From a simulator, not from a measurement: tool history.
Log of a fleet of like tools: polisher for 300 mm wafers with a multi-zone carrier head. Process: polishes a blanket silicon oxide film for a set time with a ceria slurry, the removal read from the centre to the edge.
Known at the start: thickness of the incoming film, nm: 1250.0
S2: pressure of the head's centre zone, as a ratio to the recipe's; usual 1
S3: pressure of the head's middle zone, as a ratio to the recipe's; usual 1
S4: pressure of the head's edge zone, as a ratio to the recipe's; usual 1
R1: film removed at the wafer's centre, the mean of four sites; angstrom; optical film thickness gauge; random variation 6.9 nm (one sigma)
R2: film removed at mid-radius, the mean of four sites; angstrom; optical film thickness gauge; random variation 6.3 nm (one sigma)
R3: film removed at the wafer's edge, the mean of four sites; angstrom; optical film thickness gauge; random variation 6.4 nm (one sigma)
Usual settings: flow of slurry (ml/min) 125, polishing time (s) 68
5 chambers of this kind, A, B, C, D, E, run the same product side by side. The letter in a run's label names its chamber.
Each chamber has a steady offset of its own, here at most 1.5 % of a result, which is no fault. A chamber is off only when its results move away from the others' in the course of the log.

{"run": "1D", "day": 0.512, "flow of slurry (ml/min)": 125, "S2": 1, "S3": 1, "S4": 1, "polishing time (s)": 68, "R1": 4907.2, "R2": 4904.3, "R3": 4977.9}
{"day": 0.762, "done": "chamber B: edge zone pressure recalibrated"}
{"run": "2A", "day": 0.825, "flow of slurry (ml/min)": 125, "S2": 1, "S3": 1, "S4": 1, "polishing time (s)": 68, "R1": 4848.6, "R2": 5030.4, "R3": 4895.8}
{"run": "3E", "day": 1.162, "flow of slurry (ml/min)": 125, "S2": 1, "S3": 1, "S4": 1, "polishing time (s)": 68, "R1": 4894.5, "R2": 4998.7, "R3": 4923.4}
{"run": "4B", "day": 1.688, "flow of slurry (ml/min)": 125, "S2": 1, "S3": 1, "S4": 1, "polishing time (s)": 68, "R1": 5003.5, "R2": 5091.8, "R3": 4960.5}
{"day": 1.858, "done": "chamber D: worn pad replaced by a new one"}
{"run": "5C", "day": 2.15, "flow of slurry (ml/min)": 125, "S2": 1, "S3": 1, "S4": 1, "polishing time (s)": 68, "R1": 4901.1, "R2": 4907, "R3": 5015.8}
{"day": 2.292, "done": "chamber E: worn pad replaced by a new one"}
{"day": 2.371, "done": "chamber A: worn pad replaced by a new one"}
{"day": 2.575, "done": "chamber C: worn pad replaced by a new one"}
{"run": "6B", "day": 2.617, "flow of slurry (ml/min)": 125, "S2": 1, "S3": 1, "S4": 1, "polishing time (s)": 68, "R1": 4994, "R2": 4985.7, "R3": 4823.7}
{"day": 2.888, "done": "chamber B: worn pad replaced by a new one"}
{"run": "7D", "day": 2.908, "flow of slurry (ml/min)": 125, "S2": 1, "S3": 1, "S4": 1, "polishing time (s)": 68, "R1": 4977.6, "R2": 4970, "R3": 4904.5}
{"run": "8A", "day": 3.471, "flow of slurry (ml/min)": 145, "S2": 1.08, "S3": 1, "S4": 1, "polishing time (s)": 68, "R1": 5727.2, "R2": 5118.6, "R3": 5091.1}
{"day": 3.642, "done": "chamber D: edge zone pressure recalibrated"}
{"run": "9E", "day": 3.862, "flow of slurry (ml/min)": 145, "S2": 1.08, "S3": 1, "S4": 1, "polishing time (s)": 68, "R1": 5511.7, "R2": 5222.9, "R3": 5007.5}
{"run": "10C", "day": 4.258, "flow of slurry (ml/min)": 145, "S2": 1.08, "S3": 1, "S4": 1, "polishing time (s)": 68, "R1": 5720.4, "R2": 5047.2, "R3": 5110.3}
{"run": "11B", "day": 4.721, "flow of slurry (ml/min)": 145, "S2": 1.08, "S3": 1, "S4": 1, "polishing time (s)": 68, "R1": 5610.3, "R2": 5194.9, "R3": 5062.3}
{"day": 4.792, "done": "chamber E: edge zone pressure recalibrated"}
{"run": "12E", "day": 5.208, "flow of slurry (ml/min)": 145, "S2": 1.08, "S3": 1, "S4": 1, "polishing time (s)": 68, "R1": 5642.7, "R2": 5112.8, "R3": 5045.8}
{"day": 5.488, "done": "chamber C: worn pad replaced by a new one"}
{"day": 5.638, "done": "chamber C: slurry nozzle cleaned"}
{"run": "13D", "day": 5.804, "flow of slurry (ml/min)": 125, "S2": 1, "S3": 1, "S4": 1, "polishing time (s)": 77, "R1": 5536.5, "R2": 5427.3, "R3": 5652.2}
{"day": 5.958, "done": "chamber B: worn pad replaced by a new one"}
{"day": 6.008, "done": "chamber D: worn pad replaced by a new one"}
{"run": "14A", "day": 6.121, "flow of slurry (ml/min)": 125, "S2": 1, "S3": 1, "S4": 1, "polishing time (s)": 77, "R1": 5742.5, "R2": 5617.2, "R3": 5505.4}
{"day": 6.167, "done": "chamber E: worn pad replaced by a new one"}
{"day": 6.208, "done": "chamber A: worn pad replaced by a new one"}
{"run": "15C", "day": 6.562, "flow of slurry (ml/min)": 125, "S2": 1, "S3": 1, "S4": 1, "polishing time (s)": 77, "R1": 5581.4, "R2": 5656.2, "R3": 5651.1}
{"run": "16C", "day": 7.075, "flow of slurry (ml/min)": 125, "S2": 1, "S3": 1, "S4": 1, "polishing time (s)": 77, "R1": 5733.1, "R2": 5570, "R3": 5759.8}
{"run": "17A", "day": 7.596, "flow of slurry (ml/min)": 125, "S2": 1, "S3": 1, "S4": 1, "polishing time (s)": 77, "R1": 5567.1, "R2": 5579.5, "R3": 5701.3}
{"run": "18D", "day": 8.171, "flow of slurry (ml/min)": 125, "S2": 1, "S3": 1, "S4": 1, "polishing time (s)": 68, "R1": 4923.9, "R2": 4931.2, "R3": 4948.6}
{"day": 8.567, "done": "chamber C: centre zone pressure recalibrated"}
{"run": "19B", "day": 8.808, "flow of slurry (ml/min)": 125, "S2": 1, "S3": 1, "S4": 1, "polishing time (s)": 68, "R1": 4790.8, "R2": 4910.6, "R3": 4830.4}
{"run": "20E", "day": 9.108, "flow of slurry (ml/min)": 125, "S2": 1, "S3": 1, "S4": 1, "polishing time (s)": 68, "R1": 4933.9, "R2": 4898.5, "R3": 4830.1}
{"day": 9.129, "done": "chamber B: worn pad replaced by a new one"}
{"day": 9.217, "done": "chamber C: worn pad replaced by a new one"}
{"run": "21C", "day": 9.558, "flow of slurry (ml/min)": 125, "S2": 1, "S3": 1, "S4": 1, "polishing time (s)": 68, "R1": 5005.4, "R2": 4952.3, "R3": 4918.2}
{"day": 9.792, "done": "chamber D: worn pad replaced by a new one"}
{"run": "22B", "day": 10.096, "flow of slurry (ml/min)": 125, "S2": 1, "S3": 1, "S4": 1, "polishing time (s)": 68, "R1": 5045.1, "R2": 4999.4, "R3": 4987}
{"run": "23D", "day": 10.529, "flow of slurry (ml/min)": 125, "S2": 1, "S3": 1, "S4": 1, "polishing time (s)": 68, "R1": 4989.7, "R2": 4952.1, "R3": 4866.5}
{"day": 10.792, "done": "chamber A: worn pad replaced by a new one"}
{"run": "24E", "day": 11.146, "flow of slurry (ml/min)": 125, "S2": 1, "S3": 1, "S4": 1, "polishing time (s)": 68, "R1": 4793.4, "R2": 4735.7, "R3": 4786.7}
{"day": 11.208, "done": "chamber E: worn pad replaced by a new one"}
{"run": "25A", "day": 11.517, "flow of slurry (ml/min)": 125, "S2": 1, "S3": 1, "S4": 1, "polishing time (s)": 68, "R1": 4989.5, "R2": 4775.7, "R3": 4819}
{"run": "26C", "day": 12.112, "flow of slurry (ml/min)": 125, "S2": 1, "S3": 1, "S4": 1, "polishing time (s)": 68, "R1": 4878, "R2": 4815.3, "R3": 4964.6}
{"day": 12.179, "done": "chamber B: worn pad replaced by a new one"}
{"run": "27D", "day": 12.692, "flow of slurry (ml/min)": 145, "S2": 1, "S3": 1, "S4": 1, "polishing time (s)": 83, "R1": 6123.7, "R2": 6276.1, "R3": 6069.6}
{"day": 12.721, "done": "chamber C: worn pad replaced by a new one"}
{"run": "28E", "day": 13.154, "flow of slurry (ml/min)": 145, "S2": 1, "S3": 1, "S4": 1, "polishing time (s)": 83, "R1": 5841.4, "R2": 6027.7, "R3": 5845.3}
{"day": 13.421, "done": "chamber D: worn pad replaced by a new one"}
{"run": "29B", "day": 13.629, "flow of slurry (ml/min)": 145, "S2": 1, "S3": 1, "S4": 1, "polishing time (s)": 83, "R1": 6160.3, "R2": 6136.2, "R3": 6335.1}
{"run": "30A", "day": 14.083, "flow of slurry (ml/min)": 145, "S2": 1, "S3": 1, "S4": 1, "polishing time (s)": 83, "R1": 6365, "R2": 6060, "R3": 6197.2}
{"day": 14.45, "done": "chamber B: slurry nozzle cleaned"}
{"run": "31A", "day": 14.612, "flow of slurry (ml/min)": 145, "S2": 1, "S3": 1, "S4": 1, "polishing time (s)": 83, "R1": 6295.8, "R2": 6277, "R3": 6265}
{"day": 14.717, "done": "chamber A: centre zone pressure recalibrated"}
{"day": 14.746, "done": "chamber A: worn pad replaced by a new one"}
{"run": "32B", "day": 14.938, "flow of slurry (ml/min)": 125, "S2": 1, "S3": 1, "S4": 1, "polishing time (s)": 68, "R1": 5084.9, "R2": 5084.2, "R3": 4927.6}
{"day": 15.146, "done": "chamber E: worn pad replaced by a new one"}
{"run": "33C", "day": 15.242, "flow of slurry (ml/min)": 125, "S2": 1, "S3": 1, "S4": 1, "polishing time (s)": 68, "R1": 4932.2, "R2": 4880.7, "R3": 4925.6}
{"run": "34D", "day": 15.667, "flow of slurry (ml/min)": 125, "S2": 0.89, "S3": 1, "S4": 1, "polishing time (s)": 88, "R1": 5495.1, "R2": 6465.2, "R3": 6493}
{"day": 15.771, "done": "chamber C: worn pad replaced by a new one"}
{"run": "35E", "day": 16.046, "flow of slurry (ml/min)": 125, "S2": 0.89, "S3": 1, "S4": 1, "polishing time (s)": 88, "R1": 4914.4, "R2": 5894.9, "R3": 5929.1}
{"run": "36A", "day": 16.342, "flow of slurry (ml/min)": 125, "S2": 0.89, "S3": 1, "S4": 1, "polishing time (s)": 88, "R1": 5642.1, "R2": 6417.6, "R3": 6324.1}
{"run": "37C", "day": 16.954, "flow of slurry (ml/min)": 125, "S2": 0.89, "S3": 1, "S4": 1, "polishing time (s)": 88, "R1": 5704.5, "R2": 6420.6, "R3": 6381.6}

Is one chamber off against the others, does the gauge drift, or is nothing wrong? If a chamber is off, say which, and what the likeliest cause is.

Chamber E drifts away from the others.
Cause: slurry flow missing at the pad, % = 36.9.

Here are 4 candidates for chamber E's next run, each the usual settings with a change, their results left as question marks. Which one brings its results back in line with what the others give on the usual settings?
In line means no further than this from the other chambers' mean on the usual settings: R1 240 angstrom; R2 220 angstrom; R3 220 angstrom
{"run": "38E-1", "day": 17.421, "flow of slurry (ml/min)": 110, "S2": 0.96, "S3": 0.97, "S4": 1.02, "polishing time (s)": 59, "R1": "?", "R2": "?", "R3": "?"}
{"run": "38E-2", "day": 17.421, "flow of slurry (ml/min)": 140, "S2": 1.04, "S3": 1.03, "S4": 0.98, "polishing time (s)": 78, "R1": "?", "R2": "?", "R3": "?"}
{"run": "38E-3", "day": 17.421, "flow of slurry (ml/min)": 115, "S2": 0.98, "S3": 0.98, "S4": 1.02, "polishing time (s)": 62, "R1": "?", "R2": "?", "R3": "?"}
{"run": "38E-4", "day": 17.421, "flow of slurry (ml/min)": 135, "S2": 1.02, "S3": 1.02, "S4": 0.98, "polishing time (s)": 74, "R1": "?", "R2": "?", "R3": "?"}

The other chambers' mean on the usual settings: R1 4953.1 angstrom; R2 4950.4 angstrom; R3 4954.3 angstrom
run=38E-1 R1=3350 R2=3504.7 R3=3851.8
run=38E-2 R1=5335 R2=5318.5 R3=5252.8
run=38E-3 R1=3673.7 R2=3779.8 R3=4089.3
run=38E-4 R1=4888.6 R2=4944.3 R3=4947.2
38E-4 brings the chamber back in line.

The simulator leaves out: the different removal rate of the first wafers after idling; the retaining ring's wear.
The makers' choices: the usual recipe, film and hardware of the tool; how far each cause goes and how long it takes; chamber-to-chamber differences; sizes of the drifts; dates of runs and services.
